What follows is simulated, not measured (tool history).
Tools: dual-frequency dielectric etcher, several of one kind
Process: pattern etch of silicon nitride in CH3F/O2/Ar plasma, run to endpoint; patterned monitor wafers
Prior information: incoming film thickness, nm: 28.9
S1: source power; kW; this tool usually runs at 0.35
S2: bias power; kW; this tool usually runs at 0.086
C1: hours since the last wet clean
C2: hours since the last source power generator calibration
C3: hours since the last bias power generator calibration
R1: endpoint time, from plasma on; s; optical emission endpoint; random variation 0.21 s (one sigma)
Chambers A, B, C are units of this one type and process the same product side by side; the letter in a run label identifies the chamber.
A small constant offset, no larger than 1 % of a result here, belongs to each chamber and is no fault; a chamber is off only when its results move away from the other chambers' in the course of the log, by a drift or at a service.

run 1A hour=13.8 | S1=0.35 S2=0.086 | C1=113.4 C2=3378.9 C3=1302.1 | R1=41.153
run 2C hour=23.1 | S1=0.35 S2=0.086 | C1=303.8 C2=1447.2 C3=4886 | R1=41.222
-- hour=27.9 chamber B: wet clean of the chamber
run 3B hour=37.9 | S1=0.35 S2=0.086 | C1=10.1 C2=2720.4 C3=3361.7 | R1=41.221
run 4B hour=47.4 | S1=0.35 S2=0.086 | C1=19.6 C2=2729.9 C3=3371.2 | R1=41.389
run 5C hour=59 | S1=0.35 S2=0.086 | C1=339.7 C2=1483.1 C3=4921.9 | R1=41.393
run 6A hour=67.3 | S1=0.35 S2=0.086 | C1=166.9 C2=3432.4 C3=1355.6 | R1=41.671
run 7A hour=74.7 | S1=0.35 S2=0.086 | C1=174.3 C2=3439.8 C3=1363 | R1=41.527
run 8B hour=87.4 | S1=0.4 S2=0.067 | C1=59.6 C2=2769.9 C3=3411.2 | R1=42.395
run 9C hour=94.3 | S1=0.4 S2=0.067 | C1=375 C2=1518.4 C3=4957.2 | R1=42.778
run 10A hour=104.6 | S1=0.4 S2=0.067 | C1=204.2 C2=3469.7 C3=1392.9 | R1=43.369
-- hour=106.4 chamber B: source power generator calibrated
run 11C hour=112.7 | S1=0.35 S2=0.086 | C1=393.4 C2=1536.8 C3=4975.6 | R1=41.273
run 12B hour=124.4 | S1=0.35 S2=0.086 | C1=96.6 C2=18.1 C3=3448.2 | R1=41.352
-- hour=126.7 chamber C: wet clean of the chamber
run 13C hour=135.9 | S1=0.35 S2=0.086 | C1=9.2 C2=1560 C3=4998.8 | R1=41.412
run 14A hour=146 | S1=0.35 S2=0.086 | C1=245.6 C2=3511.1 C3=1434.3 | R1=42.06
run 15B hour=152.9 | S1=0.35 S2=0.086 | C1=125.1 C2=46.6 C3=3476.7 | R1=41.267
run 16C hour=165.4 | S1=0.35 S2=0.086 | C1=38.7 C2=1589.5 C3=5028.3 | R1=41.708
run 17B hour=180 | S1=0.35 S2=0.086 | C1=152.2 C2=73.7 C3=3503.8 | R1=41.133
run 18A hour=191.2 | S1=0.35 S2=0.065 | C1=290.8 C2=3556.3 C3=1479.5 | R1=46.445
run 19B hour=197.9 | S1=0.35 S2=0.065 | C1=170.1 C2=91.6 C3=3521.7 | R1=45.032
run 20A hour=212.8 | S1=0.35 S2=0.065 | C1=312.4 C2=3577.9 C3=1501.1 | R1=46.993
-- hour=213.8 chamber B: bias power generator calibrated
run 21C hour=226.8 | S1=0.35 S2=0.086 | C1=100.1 C2=1650.9 C3=5089.7 | R1=40.853
run 22C hour=237.9 | S1=0.35 S2=0.086 | C1=111.2 C2=1662 C3=5100.8 | R1=41.207
run 23A hour=248 | S1=0.35 S2=0.086 | C1=347.6 C2=3613.1 C3=1536.3 | R1=42.754
run 24B hour=258 | S1=0.35 S2=0.086 | C1=230.2 C2=151.7 C3=44.2 | R1=41.176
run 25C hour=268.3 | S1=0.35 S2=0.086 | C1=141.6 C2=1692.4 C3=5131.2 | R1=41.65
run 26B hour=282.5 | S1=0.27 S2=0.1 | C1=254.7 C2=176.2 C3=68.7 | R1=42.692
run 27A hour=295.9 | S1=0.27 S2=0.1 | C1=395.5 C2=3661 C3=1584.2 | R1=44.031
run 28A hour=308.6 | S1=0.27 S2=0.1 | C1=408.2 C2=3673.7 C3=1596.9 | R1=44.647
run 29B hour=322.2 | S1=0.35 S2=0.086 | C1=294.4 C2=215.9 C3=108.4 | R1=41.136
run 30C hour=336.7 | S1=0.35 S2=0.086 | C1=210 C2=1760.8 C3=5199.6 | R1=41.509
-- hour=339 chamber A: source power generator calibrated
-- hour=339.1 chamber B: wet clean of the chamber
run 31B hour=347.2 | S1=0.35 S2=0.086 | C1=8.2 C2=240.9 C3=133.4 | R1=41.293
run 32C hour=355.2 | S1=0.35 S2=0.086 | C1=228.5 C2=1779.3 C3=5218.1 | R1=41.204
run 33A hour=364.6 | S1=0.35 S2=0.086 | C1=464.2 C2=25.7 C3=1652.9 | R1=43.295
run 34B hour=371.8 | S1=0.35 S2=0.086 | C1=32.8 C2=265.5 C3=158 | R1=41.434
run 35A hour=382 | S1=0.35 S2=0.086 | C1=481.6 C2=43.1 C3=1670.3 | R1=43.17

The same settings go to every chamber for the next run, one line per chamber below. Forecast the results for each:
run 36A hour=392.7 | S1=0.35 S2=0.086 | R1=?
run 36B hour=392.7 | S1=0.35 S2=0.086 | R1=?
run 36C hour=392.7 | S1=0.35 S2=0.086 | R1=?

run=36A R1=43.498
run=36B R1=40.774
run=36C R1=41.297
